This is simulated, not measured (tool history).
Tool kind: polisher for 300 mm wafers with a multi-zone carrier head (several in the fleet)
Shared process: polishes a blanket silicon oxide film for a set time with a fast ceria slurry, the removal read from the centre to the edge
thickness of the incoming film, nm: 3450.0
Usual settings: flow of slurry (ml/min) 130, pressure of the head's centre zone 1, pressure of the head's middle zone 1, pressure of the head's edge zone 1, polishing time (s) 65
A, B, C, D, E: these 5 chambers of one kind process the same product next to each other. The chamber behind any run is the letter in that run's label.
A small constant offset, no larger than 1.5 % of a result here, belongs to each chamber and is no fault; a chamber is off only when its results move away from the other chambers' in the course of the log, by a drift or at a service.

| run | day | flow of slurry (ml/min) | pressure of the head's centre zone | pressure of the head's middle zone | pressure of the head's edge zone | polishing time (s) | wafers polished on this pad | hours since the slurry nozzle was cleaned | hours since the centre zone pressure was calibrated | hours since the edge zone pressure was calibrated | film removed at the wafer's centre (nm) | film removed at mid-radius (nm) | film removed at the wafer's edge (nm) |
|---|---|---|---|---|---|---|---|---|---|---|---|---|---|
|  | 0.042 | chamber A: slurry nozzle cleaned |
| 1C | 0.25 | 130 | 1 | 1 | 1 | 65 | 157 | 111.8 | 907.6 | 612.4 | 1172.6 | 1176.4 | 1202.6 |
| 2E | 0.479 | 130 | 1 | 1 | 1 | 65 | 1113 | 314.2 | 121.1 | 269 | 1191 | 1183.6 | 1173.7 |
| 3D | 0.671 | 130 | 1 | 1 | 1 | 65 | 291 | 435.2 | 1038.4 | 783.1 | 1222.9 | 1172.8 | 1177 |
| 4A | 0.867 | 130 | 1 | 1 | 1 | 65 | 547 | 19.9 | 378.1 | 289.6 | 1196.6 | 1214.3 | 1194.5 |
|  | 1.083 | chamber E: worn pad replaced by a new one |
| 5B | 1.212 | 130 | 1 | 1 | 1 | 65 | 735 | 84.6 | 343.3 | 984.5 | 1193.4 | 1209.8 | 1193.3 |
| 6B | 1.471 | 130 | 1 | 1 | 1 | 65 | 815 | 90.8 | 349.5 | 990.7 | 1188.7 | 1184.9 | 1187.7 |
|  | 1.488 | chamber D: centre zone pressure recalibrated |
| 7C | 1.783 | 130 | 1 | 1 | 1 | 65 | 632 | 148.6 | 944.4 | 649.2 | 1190.9 | 1184.8 | 1199.6 |
| 8E | 2.092 | 130 | 1 | 1 | 1 | 65 | 313 | 352.9 | 159.8 | 307.7 | 1197.5 | 1201.6 | 1160.9 |
| 9D | 2.392 | 130 | 1 | 1 | 1 | 65 | 824 | 476.5 | 21.7 | 824.4 | 1195.3 | 1182.3 | 1199.4 |
| 10A | 2.696 | 130 | 1 | 1 | 1 | 65 | 1114 | 63.8 | 422 | 333.5 | 1216 | 1216.9 | 1196.2 |
| 11E | 2.912 | 130 | 1 | 1 | 1 | 65 | 567 | 372.6 | 179.5 | 327.4 | 1192.2 | 1191.8 | 1168.9 |
|  | 3.042 | chamber A: worn pad replaced by a new one |
| 12C | 3.246 | 130 | 1 | 1 | 1 | 65 | 1086 | 183.7 | 979.5 | 684.3 | 1185.8 | 1180 | 1196.6 |
|  | 3.375 | chamber B: worn pad replaced by a new one |
| 13A | 3.542 | 130 | 1 | 1 | 1 | 65 | 155 | 84.1 | 442.3 | 353.8 | 1212.8 | 1223.8 | 1183.6 |
|  | 3.633 | chamber C: worn pad replaced by a new one |
| 14D | 3.9 | 130 | 1 | 1 | 1 | 65 | 1292 | 512.7 | 57.9 | 860.6 | 1205.8 | 1176 | 1188.6 |
| 15B | 4.15 | 130 | 1 | 1 | 1 | 65 | 241 | 155.1 | 413.8 | 1055 | 1188.5 | 1177.7 | 1178.9 |
|  | 4.379 | chamber B: edge zone pressure recalibrated |
|  | 4.438 | chamber D: worn pad replaced by a new one |
| 16B | 4.475 | 130 | 1 | 1 | 1 | 87 | 342 | 162.9 | 421.6 | 2.3 | 1606.3 | 1588.5 | 1596.8 |
| 17C | 4.779 | 130 | 1 | 1 | 1 | 87 | 356 | 220.5 | 1016.3 | 721.1 | 1611.6 | 1591.8 | 1607.1 |
| 18D | 4.983 | 130 | 1 | 1 | 1 | 87 | 169 | 538.7 | 83.9 | 886.6 | 1609.6 | 1564.1 | 1597.7 |
|  | 5.025 | chamber D: slurry nozzle cleaned |
|  | 5.062 | chamber C: edge zone pressure recalibrated |
| 19E | 5.246 | 130 | 1 | 1 | 1 | 87 | 1291 | 428.6 | 235.5 | 383.4 | 1526.9 | 1573.4 | 1566.7 |
|  | 5.308 | chamber E: worn pad replaced by a new one |
| 20A | 5.421 | 130 | 1 | 1 | 1 | 87 | 737 | 129.2 | 487.4 | 398.9 | 1599.5 | 1603.6 | 1585.5 |
| 21E | 5.638 | 130 | 1 | 1 | 1 | 65 | 103 | 438 | 244.9 | 392.8 | 1176.6 | 1166.2 | 1160.1 |
| 22A | 5.933 | 165 | 1 | 1 | 1 | 46 | 896 | 141.5 | 499.7 | 411.2 | 895.53 | 906.45 | 877.68 |
| 23D | 6.129 | 165 | 1 | 1 | 1 | 46 | 524 | 26.5 | 111.4 | 914.1 | 896.13 | 898.2 | 876.27 |
| 24B | 6.412 | 165 | 1 | 1 | 1 | 46 | 942 | 209.4 | 468.1 | 48.8 | 896.49 | 877.17 | 866.7 |
| 25C | 6.733 | 165 | 1 | 1 | 1 | 46 | 962 | 267.4 | 1063.2 | 40.2 | 886.46 | 875.6 | 887.55 |
| 26C | 7.062 | 165 | 1 | 1 | 1 | 46 | 1064 | 275.3 | 1071.1 | 48.1 | 893.27 | 861.25 | 878.15 |
|  | 7.242 | chamber C: worn pad replaced by a new one |
| 27E | 7.325 | 130 | 1 | 1 | 1 | 65 | 626 | 478.5 | 285.4 | 433.3 | 1131.9 | 1146.1 | 1146.3 |
| 28D | 7.579 | 130 | 1 | 1 | 1 | 65 | 974 | 61.3 | 146.2 | 948.9 | 1201.1 | 1195.3 | 1181.7 |
| 29B | 7.912 | 130 | 1 | 1 | 1 | 65 | 1408 | 245.4 | 504.1 | 84.8 | 1192.5 | 1211.9 | 1175.2 |
|  | 7.979 | chamber B: worn pad replaced by a new one |
|  | 8.042 | chamber C: centre zone pressure recalibrated |
| 30A | 8.175 | 130 | 1 | 1 | 1 | 65 | 1592 | 195.3 | 553.5 | 465 | 1185.2 | 1214.4 | 1185.7 |
|  | 8.262 | chamber A: worn pad replaced by a new one |
| 31D | 8.362 | 130 | 1 | 1 | 1 | 65 | 1217 | 80.1 | 165 | 967.7 | 1207.5 | 1196.5 | 1192.9 |
| 32E | 8.604 | 130 | 1 | 1 | 1 | 65 | 1023 | 509.2 | 316.1 | 464 | 1141.8 | 1119.1 | 1147.3 |
| 33A | 8.946 | 130 | 1 | 1.11 | 1 | 58 | 212 | 213.8 | 572 | 483.5 | 1069.1 | 1174.1 | 1060.9 |
|  | 8.996 | chamber D: worn pad replaced by a new one |
| 34C | 9.275 | 130 | 1 | 1.11 | 1 | 58 | 631 | 328.4 | 29.6 | 101.2 | 1062.7 | 1170.6 | 1057.5 |
| 35B | 9.521 | 130 | 1 | 1.11 | 1 | 58 | 479 | 284 | 542.7 | 123.4 | 1073.4 | 1172.2 | 1062.5 |
| 36B | 9.7 | 130 | 1 | 1.11 | 1 | 58 | 534 | 288.3 | 547 | 127.7 | 1062.2 | 1177.5 | 1061.8 |
|  | 9.725 | chamber E: worn pad replaced by a new one |
| 37E | 10.05 | 130 | 1 | 1.11 | 1 | 58 | 101 | 543.9 | 350.8 | 498.7 | 1004.3 | 1103.2 | 1008.8 |
| 38A | 10.4 | 130 | 1 | 1.07 | 1 | 65 | 663 | 248.7 | 606.9 | 518.4 | 1173 | 1262.2 | 1177.3 |
| 39D | 10.646 | 130 | 1 | 1.07 | 1 | 65 | 512 | 134.9 | 219.8 | 1022.5 | 1185.5 | 1268.9 | 1190.3 |
| 40C | 10.975 | 130 | 1 | 1.07 | 1 | 65 | 1159 | 369.2 | 70.4 | 142 | 1183.3 | 1278.4 | 1202 |
| 41D | 11.146 | 130 | 1 | 1.07 | 1 | 65 | 667 | 146.9 | 231.8 | 1034.5 | 1218.1 | 1280.9 | 1192.4 |
| 42C | 11.329 | 130 | 1 | 1.07 | 1 | 65 | 1268 | 377.7 | 78.9 | 150.5 | 1209 | 1256.4 | 1204.9 |
|  | 11.458 | chamber B: slurry nozzle cleaned |
| 43B | 11.642 | 130 | 1 | 1 | 1 | 65 | 1136 | 4.4 | 593.6 | 174.3 | 1201.2 | 1192.2 | 1183.7 |
| 44E | 11.829 | 130 | 1 | 1 | 1 | 65 | 652 | 586.6 | 393.5 | 541.4 | 1087.3 | 1085 | 1124.8 |

One chamber off, gauge drift, or nothing amiss beyond the chambers' own small offsets? If it is a chamber, which one, and what is the likeliest cause?

One chamber, E, drifts off from the rest bit by bit.
Cause: slurry flow missing at the pad, % = 25.7.

Here are 4 candidates for chamber E's next run, each the usual settings with a change, their results left as question marks. Which one brings its results back in line with what the others give on the usual settings?
A result is in line if it is within this distance of the other chambers' mean on the usual settings: film removed at the wafer's centre (nm) 41; film removed at mid-radius (nm) 39; film removed at the wafer's edge (nm) 26
| 45E-1 | 12.104 | 130 | 1.01 | 1 | 1 | 67 |  |  |  |  | ? | ? | ? |
| 45E-2 | 12.104 | 130 | 0.99 | 1 | 1 | 63 |  |  |  |  | ? | ? | ? |
| 45E-3 | 12.104 | 125 | 0.98 | 1 | 1.01 | 61 |  |  |  |  | ? | ? | ? |
| 45E-4 | 12.104 | 135 | 1.02 | 1 | 0.99 | 69 |  |  |  |  | ? | ? | ? |

The other chambers' mean on the usual settings: film removed at the wafer's centre (nm) 1193.8; film removed at mid-radius (nm) 1191; film removed at the wafer's edge (nm) 1191.2
| run | film removed at the wafer's centre (nm) | film removed at mid-radius (nm) | film removed at the wafer's edge (nm) |
|---|---|---|---|
| 45E-1 | 1133.5 | 1139 | 1149 |
| 45E-2 | 1043 | 1071.1 | 1080.4 |
| 45E-3 | 985.48 | 1025.2 | 1043.4 |
| 45E-4 | 1194.6 | 1185.6 | 1185.8 |
Change 45E-4 lands the chamber within the allowed miss of the other chambers.
